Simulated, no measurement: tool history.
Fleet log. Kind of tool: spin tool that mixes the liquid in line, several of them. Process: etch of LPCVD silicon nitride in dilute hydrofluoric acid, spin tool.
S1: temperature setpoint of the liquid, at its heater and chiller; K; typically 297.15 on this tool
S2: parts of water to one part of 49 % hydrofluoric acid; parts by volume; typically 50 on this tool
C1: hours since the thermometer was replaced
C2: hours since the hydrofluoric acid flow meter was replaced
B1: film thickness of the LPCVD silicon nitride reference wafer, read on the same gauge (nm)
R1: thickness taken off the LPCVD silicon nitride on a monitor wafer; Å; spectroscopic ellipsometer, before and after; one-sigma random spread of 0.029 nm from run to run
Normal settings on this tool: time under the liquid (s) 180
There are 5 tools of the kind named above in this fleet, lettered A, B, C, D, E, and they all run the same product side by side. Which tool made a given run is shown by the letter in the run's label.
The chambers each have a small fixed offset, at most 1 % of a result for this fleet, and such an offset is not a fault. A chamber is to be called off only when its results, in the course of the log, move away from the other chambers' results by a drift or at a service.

Run 1B, hour 7.3: usual settings; C1 40.4; C2 1009.6; B1 30.007. Result: R1 19.821 Å.
Run 2A, hour 11.5: usual settings; C1 1725.2; C2 705.0; B1 30.002. Result: R1 19.717 Å.
Run 3D, hour 18.1: usual settings; C1 1072.1; C2 1441.4; B1 30.017. Result: R1 20.096 Å.
Run 4C, hour 24.9: usual settings; C1 1500.7; C2 693.5; B1 29.992. Result: R1 19.437 Å.
Run 5E, hour 29.0: usual settings; C1 1662.7; C2 318.1; B1 30.015. Result: R1 19.310 Å.
Run 6A, hour 32.6: usual settings; C1 1746.3; C2 726.1; B1 30.008. Result: R1 19.348 Å.
Run 7C, hour 39.5: usual settings but S1 301.65 K, time under the liquid (s) 255; C1 1515.3; C2 708.1; B1 29.988. Result: R1 38.050 Å.
Run 8B, hour 45.5: usual settings but S1 301.65 K, time under the liquid (s) 255; C1 78.6; C2 1047.8; B1 30.005. Result: R1 38.057 Å.
Run 9E, hour 51.0: usual settings but S1 301.65 K, time under the liquid (s) 255; C1 1684.7; C2 340.1; B1 30.014. Result: R1 37.796 Å.
Run 10D, hour 58.0: usual settings but S1 301.65 K, time under the liquid (s) 255; C1 1112.0; C2 1481.3; B1 29.980. Result: R1 38.412 Å.
Run 11D, hour 64.3: usual settings but S1 301.65 K, time under the liquid (s) 255; C1 1118.3; C2 1487.6; B1 30.003. Result: R1 37.063 Å.
Run 12E, hour 69.3: usual settings; C1 1703.0; C2 358.4; B1 30.007. Result: R1 19.955 Å.
Run 13C, hour 75.4: usual settings; C1 1551.2; C2 744.0; B1 29.982. Result: R1 20.483 Å.
Run 14B, hour 79.0: usual settings; C1 112.1; C2 1081.3; B1 29.988. Result: R1 19.405 Å.
Run 15A, hour 85.5: usual settings; C1 1799.2; C2 779.0; B1 29.994. Result: R1 19.157 Å.
Run 16D, hour 91.4: usual settings; C1 1145.4; C2 1514.7; B1 30.020. Result: R1 19.620 Å.
Run 17E, hour 96.1: usual settings; C1 1729.8; C2 385.2; B1 29.998. Result: R1 19.642 Å.
Run 18A, hour 103.4: usual settings; C1 1817.1; C2 796.9; B1 30.014. Result: R1 19.356 Å.
Run 19C, hour 110.9: usual settings; C1 1586.7; C2 779.5; B1 29.978. Result: R1 20.408 Å.
Run 20B, hour 115.1: usual settings; C1 148.2; C2 1117.4; B1 30.025. Result: R1 19.592 Å.
Run 21D, hour 120.4: usual settings; C1 1174.4; C2 1543.7; B1 30.002. Result: R1 19.681 Å.
Run 22E, hour 128.0: usual settings; C1 1761.7; C2 417.1; B1 30.034. Result: R1 19.378 Å.
Run 23C, hour 132.4: usual settings; C1 1608.2; C2 801.0; B1 29.993. Result: R1 21.166 Å.
Run 24A, hour 136.6: usual settings; C1 1850.3; C2 830.1; B1 30.011. Result: R1 19.979 Å.
Run 25B, hour 144.1: usual settings; C1 177.2; C2 1146.4; B1 29.999. Result: R1 20.187 Å.
At hour 144.6: chamber D: thermometer replaced.
Run 26B, hour 151.0: usual settings; C1 184.1; C2 1153.3; B1 29.985. Result: R1 19.588 Å.
Run 27E, hour 155.8: usual settings; C1 1789.5; C2 444.9; B1 29.997. Result: R1 19.653 Å.
At hour 159.3: chamber A: hydrofluoric acid flow meter replaced.
Run 28D, hour 160.5: usual settings; C1 15.9; C2 1583.8; B1 29.996. Result: R1 19.341 Å.
Run 29A, hour 164.9: usual settings; C1 1878.6; C2 5.7; B1 29.993. Result: R1 20.259 Å.
Run 30C, hour 168.4: usual settings but S1 295.65 K; C1 1644.2; C2 837.0; B1 30.008. Result: R1 19.397 Å.
Run 31A, hour 171.8: usual settings but S1 295.65 K; C1 1885.5; C2 12.6; B1 30.004. Result: R1 17.479 Å.
Run 32B, hour 177.0: usual settings but S1 295.65 K; C1 210.1; C2 1179.3; B1 29.998. Result: R1 17.977 Å.
Run 33D, hour 181.1: usual settings but S1 295.65 K; C1 36.5; C2 1604.4; B1 30.009. Result: R1 17.896 Å.
Run 34E, hour 186.2: usual settings but S1 295.65 K; C1 1819.9; C2 475.3; B1 30.021. Result: R1 17.762 Å.
Run 35C, hour 193.7: usual settings; C1 1669.5; C2 862.3; B1 30.015. Result: R1 21.587 Å.
Run 36A, hour 198.4: usual settings; C1 1912.1; C2 39.2; B1 30.009. Result: R1 19.180 Å.
Run 37D, hour 203.4: usual settings; C1 58.8; C2 1626.7; B1 30.022. Result: R1 19.906 Å.
Run 38C, hour 209.5: usual settings; C1 1685.3; C2 878.1; B1 29.998. Result: R1 22.215 Å.
Run 39E, hour 214.5: usual settings; C1 1848.2; C2 503.6; B1 30.007. Result: R1 19.690 Å.
Run 40B, hour 219.9: usual settings; C1 253.0; C2 1222.2; B1 29.994. Result: R1 19.206 Å.
Run 41A, hour 224.5: usual settings but S2 60 parts by volume; C1 1938.2; C2 65.3; B1 30.001. Result: R1 16.355 Å.
Run 42E, hour 230.9: usual settings but S2 60 parts by volume; C1 1864.6; C2 520.0; B1 30.010. Result: R1 16.163 Å.

The same settings go to every chamber for the next run, one line per chamber below. Forecast the results for each:
Run 43A, hour 236.4: usual settings. Result: R1 ?.
Run 43B, hour 236.4: usual settings. Result: R1 ?.
Run 43C, hour 236.4: usual settings. Result: R1 ?.
Run 43D, hour 236.4: usual settings. Result: R1 ?.
Run 43E, hour 236.4: usual settings. Result: R1 ?.

run      R1
43A  19.863
43B  19.819
43C  21.446
43D  19.780
43E  19.440

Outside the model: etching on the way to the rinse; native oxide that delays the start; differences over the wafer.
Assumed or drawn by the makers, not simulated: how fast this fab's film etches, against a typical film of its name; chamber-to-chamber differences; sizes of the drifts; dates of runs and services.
